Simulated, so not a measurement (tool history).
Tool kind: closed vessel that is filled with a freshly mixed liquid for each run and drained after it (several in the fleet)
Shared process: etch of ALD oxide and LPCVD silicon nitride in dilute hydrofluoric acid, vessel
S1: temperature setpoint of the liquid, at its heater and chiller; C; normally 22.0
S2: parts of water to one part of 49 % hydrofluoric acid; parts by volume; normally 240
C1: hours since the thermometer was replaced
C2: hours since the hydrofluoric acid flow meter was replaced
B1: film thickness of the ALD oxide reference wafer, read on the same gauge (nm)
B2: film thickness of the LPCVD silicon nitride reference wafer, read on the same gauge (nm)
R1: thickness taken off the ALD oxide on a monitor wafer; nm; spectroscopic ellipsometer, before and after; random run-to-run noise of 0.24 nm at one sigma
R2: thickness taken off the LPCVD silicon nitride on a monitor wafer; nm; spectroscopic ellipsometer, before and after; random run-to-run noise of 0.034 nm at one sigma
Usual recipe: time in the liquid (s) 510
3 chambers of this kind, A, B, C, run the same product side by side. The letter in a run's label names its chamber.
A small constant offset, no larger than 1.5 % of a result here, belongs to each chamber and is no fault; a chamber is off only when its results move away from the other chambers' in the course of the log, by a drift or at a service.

run 1C day=0.371 | S1=22.0 S2=240 time_in_the_liquid_(s)=510 | C1=2318.9 C2=987.2 | B1=50.033 B2=89.990 | R1=30.906 R2=0.85757
run 2A day=0.854 | S1=22.0 S2=240 time_in_the_liquid_(s)=510 | C1=427.1 C2=404.2 | B1=50.029 B2=89.942 | R1=30.835 R2=0.87061
run 3B day=1.338 | S1=22.0 S2=240 time_in_the_liquid_(s)=510 | C1=1960.5 C2=191.8 | B1=49.957 B2=90.000 | R1=30.376 R2=0.86273
run 4A day=1.683 | S1=22.0 S2=240 time_in_the_liquid_(s)=510 | C1=447.0 C2=424.1 | B1=50.013 B2=89.918 | R1=30.256 R2=0.84002
run 5C day=2.238 | S1=24.0 S2=240 time_in_the_liquid_(s)=335 | C1=2363.7 C2=1032.0 | B1=49.970 B2=90.027 | R1=21.981 R2=0.59151
run 6B day=2.754 | S1=24.0 S2=240 time_in_the_liquid_(s)=335 | C1=1994.5 C2=225.8 | B1=50.022 B2=89.936 | R1=21.761 R2=0.60131
run 7B day=3.062 | S1=24.0 S2=240 time_in_the_liquid_(s)=335 | C1=2001.9 C2=233.2 | B1=49.977 B2=90.012 | R1=21.344 R2=0.65834
run 8A day=3.475 | S1=22.0 S2=240 time_in_the_liquid_(s)=510 | C1=490.0 C2=467.1 | B1=49.968 B2=89.967 | R1=30.057 R2=0.84067
run 9C day=3.796 | S1=22.0 S2=340 time_in_the_liquid_(s)=675 | C1=2401.1 C2=1069.4 | B1=50.019 B2=90.014 | R1=26.046 R2=0.77119
run 10C day=4.396 | S1=22.0 S2=340 time_in_the_liquid_(s)=675 | C1=2415.5 C2=1083.8 | B1=50.020 B2=89.989 | R1=25.784 R2=0.81268
run 11B day=4.833 | S1=22.0 S2=340 time_in_the_liquid_(s)=675 | C1=2044.4 C2=275.7 | B1=49.981 B2=89.957 | R1=26.057 R2=0.78872
run 12A day=5.442 | S1=22.0 S2=240 time_in_the_liquid_(s)=510 | C1=537.2 C2=514.3 | B1=49.983 B2=90.024 | R1=30.476 R2=0.80204
run 13A day=5.996 | S1=22.0 S2=240 time_in_the_liquid_(s)=510 | C1=550.5 C2=527.6 | B1=50.003 B2=90.041 | R1=30.713 R2=0.85180
run 14B day=6.479 | S1=22.0 S2=240 time_in_the_liquid_(s)=510 | C1=2083.9 C2=315.2 | B1=50.041 B2=90.007 | R1=30.176 R2=0.80422
run 15C day=6.925 | S1=22.0 S2=240 time_in_the_liquid_(s)=510 | C1=2476.2 C2=1144.5 | B1=49.982 B2=90.007 | R1=30.686 R2=0.88052
run 16C day=7.508 | S1=22.0 S2=240 time_in_the_liquid_(s)=510 | C1=2490.2 C2=1158.5 | B1=50.009 B2=89.972 | R1=30.689 R2=0.84636
run 17A day=8.050 | S1=22.0 S2=240 time_in_the_liquid_(s)=510 | C1=599.8 C2=576.9 | B1=50.027 B2=89.998 | R1=30.496 R2=0.81158
-- day=8.458 chamber A: hydrofluoric acid flow meter replaced
run 18B day=8.475 | S1=22.0 S2=240 time_in_the_liquid_(s)=510 | C1=2131.8 C2=363.1 | B1=49.990 B2=89.987 | R1=30.094 R2=0.87012
run 19B day=9.083 | S1=22.0 S2=240 time_in_the_liquid_(s)=510 | C1=2146.4 C2=377.7 | B1=50.001 B2=90.027 | R1=30.755 R2=0.88008
run 20A day=9.458 | S1=22.0 S2=240 time_in_the_liquid_(s)=510 | C1=633.6 C2=24.1 | B1=49.989 B2=90.030 | R1=30.510 R2=0.82276

Is one chamber off against the others, does the gauge drift, or is nothing wrong? If a chamber is off, say which, and what the likeliest cause is.

No chamber stands off beyond its own small offset, and the gauge holds steady.
